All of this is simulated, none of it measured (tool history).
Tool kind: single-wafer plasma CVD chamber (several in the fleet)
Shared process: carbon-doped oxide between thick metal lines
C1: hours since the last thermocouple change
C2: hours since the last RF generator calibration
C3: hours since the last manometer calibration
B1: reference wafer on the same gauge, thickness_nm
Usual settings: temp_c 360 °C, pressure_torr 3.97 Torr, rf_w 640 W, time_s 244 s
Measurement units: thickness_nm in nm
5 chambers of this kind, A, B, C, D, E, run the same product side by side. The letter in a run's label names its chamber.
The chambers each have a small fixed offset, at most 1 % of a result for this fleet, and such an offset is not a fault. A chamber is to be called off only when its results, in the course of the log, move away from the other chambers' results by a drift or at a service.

Run 1D, hour 6: usual settings; C1 2514.1; C2 1033.8; C3 10.2; B1 1220.3. Result: thickness_nm 1347.5 nm.
Run 2A, hour 15.6: usual settings; C1 467.4; C2 224.1; C3 1146.4; B1 1220.6. Result: thickness_nm 1342.8 nm.
Run 3B, hour 25.9: usual settings; C1 1024.3; C2 652.2; C3 325.8; B1 1220.5. Result: thickness_nm 1351.2 nm.
Run 4E, hour 32.9: usual settings; C1 826.6; C2 452.3; C3 71.5; B1 1220.5. Result: thickness_nm 1347.2 nm.
Run 5C, hour 41.5: usual settings; C1 893; C2 1862; C3 929; B1 1221.8. Result: thickness_nm 1350.2 nm.
Run 6A, hour 49.4: usual settings; C1 501.2; C2 257.9; C3 1180.2; B1 1221.2. Result: thickness_nm 1347.1 nm.
Run 7E, hour 59.9: usual settings; C1 853.6; C2 479.3; C3 98.5; B1 1221.7. Result: thickness_nm 1344.6 nm.
At hour 61.8: chamber B: thermocouple changed; heater temperature recalibrated.
Run 8D, hour 67: usual settings; C1 2575.1; C2 1094.8; C3 71.2; B1 1222.1. Result: thickness_nm 1340.4 nm.
Run 9C, hour 72.3: usual settings; C1 923.8; C2 1892.8; C3 959.8; B1 1221.7. Result: thickness_nm 1348.2 nm.
Run 10B, hour 77.7: usual settings; C1 16; C2 704; C3 377.6; B1 1222.1. Result: thickness_nm 1359.6 nm.
Run 11E, hour 84.7: usual settings; C1 878.4; C2 504.1; C3 123.3; B1 1222.6. Result: thickness_nm 1348.6 nm.
Run 12B, hour 96.2: usual settings; C1 34.5; C2 722.5; C3 396.1; B1 1222.5. Result: thickness_nm 1356.5 nm.
Run 13C, hour 103.4: usual settings; C1 954.9; C2 1923.9; C3 990.9; B1 1223.3. Result: thickness_nm 1354.3 nm.
Run 14D, hour 114.9: usual settings; C1 2623; C2 1142.7; C3 119.1; B1 1222.8. Result: thickness_nm 1347.6 nm.
Run 15A, hour 120.9: usual settings; C1 572.7; C2 329.4; C3 1251.7; B1 1223.1. Result: thickness_nm 1348.2 nm.
Run 16C, hour 127.2: usual settings; C1 978.7; C2 1947.7; C3 1014.7; B1 1224.1. Result: thickness_nm 1347 nm.
Run 17B, hour 137: usual settings; C1 75.3; C2 763.3; C3 436.9; B1 1223.9. Result: thickness_nm 1359.2 nm.
Run 18D, hour 146.4: usual settings; C1 2654.5; C2 1174.2; C3 150.6; B1 1224.4. Result: thickness_nm 1348.6 nm.
Run 19A, hour 152.5: usual settings; C1 604.3; C2 361; C3 1283.3; B1 1223.8. Result: thickness_nm 1350.1 nm.
Run 20E, hour 162.1: usual settings; C1 955.8; C2 581.5; C3 200.7; B1 1224.5. Result: thickness_nm 1350 nm.
At hour 163.1: chamber C: thermocouple changed; heater temperature recalibrated.
Run 21E, hour 171.5: usual settings; C1 965.2; C2 590.9; C3 210.1; B1 1225.2. Result: thickness_nm 1345.8 nm.
Run 22C, hour 178.7: usual settings; C1 15.7; C2 1999.2; C3 1066.2; B1 1225.3. Result: thickness_nm 1356.8 nm.
Run 23D, hour 184.7: usual settings; C1 2692.8; C2 1212.5; C3 188.9; B1 1225.1. Result: thickness_nm 1351 nm.
At hour 193.2: chamber C: capacitance manometer re-zeroed and calibrated.
Run 24A, hour 196.5: usual settings; C1 648.3; C2 405; C3 1327.3; B1 1226.1. Result: thickness_nm 1352.7 nm.
Run 25B, hour 203.2: usual settings but temp_c 369 °C; C1 141.5; C2 829.5; C3 503.1; B1 1226.3. Result: thickness_nm 1332.3 nm.
Run 26C, hour 208.4: usual settings but temp_c 369 °C; C1 45.4; C2 2028.9; C3 15.2; B1 1225.5. Result: thickness_nm 1326.5 nm.
Run 27B, hour 217.6: usual settings but temp_c 369 °C; C1 155.9; C2 843.9; C3 517.5; B1 1226.1. Result: thickness_nm 1334.3 nm.
Run 28E, hour 226.9: usual settings but temp_c 369 °C; C1 1020.6; C2 646.3; C3 265.5; B1 1226.6. Result: thickness_nm 1326.3 nm.
Run 29A, hour 234: usual settings but temp_c 369 °C; C1 685.8; C2 442.5; C3 1364.8; B1 1226.9. Result: thickness_nm 1324 nm.
Run 30D, hour 244.7: usual settings; C1 2752.8; C2 1272.5; C3 248.9; B1 1227.3. Result: thickness_nm 1352.6 nm.
Run 31E, hour 253.8: usual settings; C1 1047.5; C2 673.2; C3 292.4; B1 1227. Result: thickness_nm 1354.3 nm.
Run 32C, hour 261.2: usual settings; C1 98.2; C2 2081.7; C3 68; B1 1227.3. Result: thickness_nm 1356.4 nm.
Run 33B, hour 272.2: usual settings; C1 210.5; C2 898.5; C3 572.1; B1 1227.6. Result: thickness_nm 1358.1 nm.
Run 34D, hour 279.9: usual settings; C1 2788; C2 1307.7; C3 284.1; B1 1228.3. Result: thickness_nm 1352.7 nm.
Run 35A, hour 289.4: usual settings; C1 741.2; C2 497.9; C3 1420.2; B1 1228.6. Result: thickness_nm 1357.3 nm.

Does one chamber stand apart from the rest, does the shared gauge drift, or is all well apart from small per-chamber offsets? Give the chamber and the most likely cause, where there is one.

No chamber is off; the gauge reading every chamber's wafers drifts, which makes the whole fleet appear to move together.
What lies behind it: gauge reads high (%) = 0.695.
